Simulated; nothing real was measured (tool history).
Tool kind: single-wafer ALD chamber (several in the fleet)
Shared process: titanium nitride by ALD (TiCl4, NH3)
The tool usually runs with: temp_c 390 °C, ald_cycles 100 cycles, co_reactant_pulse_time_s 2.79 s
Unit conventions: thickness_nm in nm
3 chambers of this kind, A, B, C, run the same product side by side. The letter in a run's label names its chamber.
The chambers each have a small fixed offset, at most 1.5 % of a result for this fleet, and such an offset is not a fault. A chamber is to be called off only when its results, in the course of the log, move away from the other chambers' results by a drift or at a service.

run   hour  temp_c  ald_cycles  co_reactant_pulse_time_s  hours since the last thermocouple change  read-back reference wafer on the same gauge, thickness_nm  thickness_nm
 1A    6.5     390         100                      2.79                                     605.1                                                     2.1800        2.2071
 2C   13.2     390         100                      2.79                                    1209.7                                                     2.1800        2.2265
 3B   21.0     390         100                      2.79                                     549.5                                                     2.1800        2.2518
 4B   25.4     390         100                      2.79                                     553.9                                                     2.1803        2.2476
 5A   31.4     390         100                      2.79                                     630.0                                                     2.1802        2.2122
 6C   36.9     390         100                      2.79                                    1233.4                                                     2.1809        2.2207
 7C   43.8     390         100                      2.79                                    1240.3                                                     2.1806        2.2327
 8A   49.8     390          93                      2.79                                     648.4                                                     2.1802        2.0531
 9B   56.4     390          93                      2.79                                     584.9                                                     2.1809        2.0959
      61.3  -- chamber C: thermocouple changed; heater temperature recalibrated
10A   64.4     390          93                      2.79                                     663.0                                                     2.1799        2.0612
11B   69.2     390         100                      2.79                                     597.7                                                     2.1801        2.2445
12C   74.0     390         111                      2.79                                      12.8                                                     2.1797        2.4694
13C   80.4     390         111                      2.79                                      19.2                                                     2.1789        2.4597
14A   86.8     390         111                      2.79                                     685.4                                                     2.1826        2.4643
15B   93.4     390         100                      2.79                                     621.9                                                     2.1792        2.2400
16A   99.5     390         100                      2.79                                     698.1                                                     2.1810        2.2085
17C  104.3     390         100                      2.79                                      43.1                                                     2.1803        2.2086
18B  108.9     398         100                      2.34                                     637.4                                                     2.1799        2.2536
19A  116.1     398         100                      2.34                                     714.7                                                     2.1793        2.2240
20C  122.5     398         100                      2.34                                      61.3                                                     2.1787        2.2126
21B  127.1     390         100                      2.79                                     655.6                                                     2.1803        2.2527
22C  132.5     390         100                      2.79                                      71.3                                                     2.1809        2.2216
23B  140.7     390         100                      2.79                                     669.2                                                     2.1806        2.2500
24A  145.9     390         100                      2.79                                     744.5                                                     2.1801        2.2056
25A  154.2     390         100                      2.79                                     752.8                                                     2.1815        2.2242
26C  158.0     390          81                      2.79                                      96.8                                                     2.1807        1.8019
27B  162.2     390          81                      2.79                                     690.7                                                     2.1809        1.8268
28C  166.5     390          81                      2.79                                     105.3                                                     2.1794        1.7920
29A  172.7     390         100                      2.79                                     771.3                                                     2.1817        2.2315
30B  180.2     390         100                      2.79                                     708.7                                                     2.1803        2.2574
31A  186.3     390         100                      2.79                                     784.9                                                     2.1804        2.2088
32B  190.4     403         113                      2.79                                     718.9                                                     2.1793        2.5626
33C  195.4     403         113                      2.79                                     134.2                                                     2.1805        2.5279
34A  200.1     403         113                      2.79                                     798.7                                                     2.1798        2.5187
35C  204.4     390          94                      2.79                                     143.2                                                     2.1803        2.0800
36B  210.0     390          94                      2.79                                     738.5                                                     2.1816        2.1151
37C  217.1     390          94                      2.79                                     155.9                                                     2.1800        2.0814
38A  223.0     390         100                      2.79                                     821.6                                                     2.1803        2.2142
39B  227.2     390         100                      2.79                                     755.7                                                     2.1814        2.2448
40C  232.5     390         100                      2.79                                     171.3                                                     2.1805        2.2288
41A  236.7     381         100                      2.79                                     835.3                                                     2.1805        2.2017
42B  244.9     381         100                      2.79                                     773.4                                                     2.1802        2.2347

Predict what each chamber gives when all 3 of them run the settings below next.
43A  250.9     390          90                      2.79                                                                                                                  ?
43B  250.9     390          90                      2.79                                                                                                                  ?
43C  250.9     390          90                      2.79                                                                                                                  ?

run  thickness_nm
43A        1.9923
43B        2.0272
43C        1.9932

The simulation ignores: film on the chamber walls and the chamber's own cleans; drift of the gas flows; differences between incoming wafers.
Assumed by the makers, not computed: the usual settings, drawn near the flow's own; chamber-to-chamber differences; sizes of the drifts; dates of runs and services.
